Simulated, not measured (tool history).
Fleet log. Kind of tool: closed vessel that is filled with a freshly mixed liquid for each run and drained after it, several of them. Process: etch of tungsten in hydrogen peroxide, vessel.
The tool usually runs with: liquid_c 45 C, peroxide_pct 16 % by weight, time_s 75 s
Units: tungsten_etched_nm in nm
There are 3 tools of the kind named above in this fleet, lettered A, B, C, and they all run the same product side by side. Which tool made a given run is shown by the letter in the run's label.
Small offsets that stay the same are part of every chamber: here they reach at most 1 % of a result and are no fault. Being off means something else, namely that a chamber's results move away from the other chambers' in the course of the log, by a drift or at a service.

| run | hour | liquid_c | peroxide_pct | time_s | hours since the thermometer was replaced | hours since the peroxide flow meter was replaced | hours since the drum of peroxide was connected | read-back film thickness of the tungsten reference wafer, read on the same gauge (nm) | tungsten_etched_nm |
|---|---|---|---|---|---|---|---|---|---|
| 1C | 8.7 | 45 | 16 | 75 | 846.3 | 294 | 157.4 | 119.99 | 42.887 |
| 2B | 18.8 | 45 | 16 | 75 | 2330.3 | 1258.8 | 265.8 | 120 | 44.15 |
| 3A | 29.2 | 45 | 16 | 75 | 1006.7 | 361.4 | 611.8 | 120 | 43.65 |
| 4B | 39.4 | 45 | 16 | 75 | 2350.9 | 1279.4 | 286.4 | 120.02 | 44.019 |
| 5C | 51.2 | 45 | 16 | 75 | 888.8 | 336.5 | 199.9 | 120 | 43.867 |
| 6A | 62.4 | 45 | 16 | 75 | 1039.9 | 394.6 | 645 | 120 | 43.405 |
| 7C | 74.9 | 45 | 16 | 75 | 912.5 | 360.2 | 223.6 | 119.98 | 43.915 |
| 8A | 88.1 | 45 | 16 | 75 | 1065.6 | 420.3 | 670.7 | 120.03 | 44.121 |
| 9B | 100.2 | 45 | 16 | 75 | 2411.7 | 1340.2 | 347.2 | 120 | 43.621 |
| 10B | 109.2 | 45 | 16 | 75 | 2420.7 | 1349.2 | 356.2 | 120 | 43.41 |
| 11A | 122.4 | 40 | 20 | 75 | 1099.9 | 454.6 | 705 | 120.01 | 34.855 |
| 12C | 132.5 | 40 | 20 | 75 | 970.1 | 417.8 | 281.2 | 120 | 36.662 |
| 13C | 142.9 | 40 | 20 | 75 | 980.5 | 428.2 | 291.6 | 119.98 | 35.758 |
| 14A | 153.8 | 45 | 18.5 | 105 | 1131.3 | 486 | 736.4 | 120 | 64.784 |
| 15B | 160.4 | 45 | 18.5 | 105 | 2471.9 | 1400.4 | 407.4 | 120.01 | 65.73 |
| 16B | 166.8 | 45 | 18.5 | 105 | 2478.3 | 1406.8 | 413.8 | 119.99 | 66.513 |
| 17C | 176 | 45 | 16 | 75 | 1013.6 | 461.3 | 324.7 | 120 | 45.694 |
| 18A | 185.1 | 53 | 20 | 75 | 1162.6 | 517.3 | 767.7 | 120.01 | 81.509 |
| 19B | 196.5 | 53 | 20 | 75 | 2508 | 1436.5 | 443.5 | 120 | 80.302 |
| 20C | 208.4 | 53 | 20 | 75 | 1046 | 493.7 | 357.1 | 119.99 | 83.725 |
| 21A | 216.6 | 45 | 16 | 75 | 1194.1 | 548.8 | 799.2 | 120.01 | 43.916 |
|  | 218.7 | chamber B: thermometer replaced |
| 22B | 228.4 | 45 | 16 | 75 | 9.8 | 1468.4 | 475.4 | 119.99 | 43.902 |
|  | 238.8 | chamber A: thermometer replaced |
| 23A | 238.9 | 45 | 16 | 75 | 0.1 | 571.1 | 821.5 | 120.02 | 44.447 |
| 24C | 248.4 | 45 | 16 | 75 | 1086 | 533.7 | 397.1 | 120 | 46.37 |
| 25A | 261.6 | 45 | 16 | 75 | 22.8 | 593.8 | 844.2 | 120 | 43.815 |

For the next run the whole fleet of 3 chambers uses the same settings. Give each chamber's results:
| 26A | 271.3 | 45 | 16 | 75 |  |  |  |  | ? |
| 26B | 271.3 | 45 | 16 | 75 |  |  |  |  | ? |
| 26C | 271.3 | 45 | 16 | 75 |  |  |  |  | ? |

| run | tungsten_etched_nm |
|---|---|
| 26A | 43.534 |
| 26B | 43.38 |
| 26C | 46.311 |
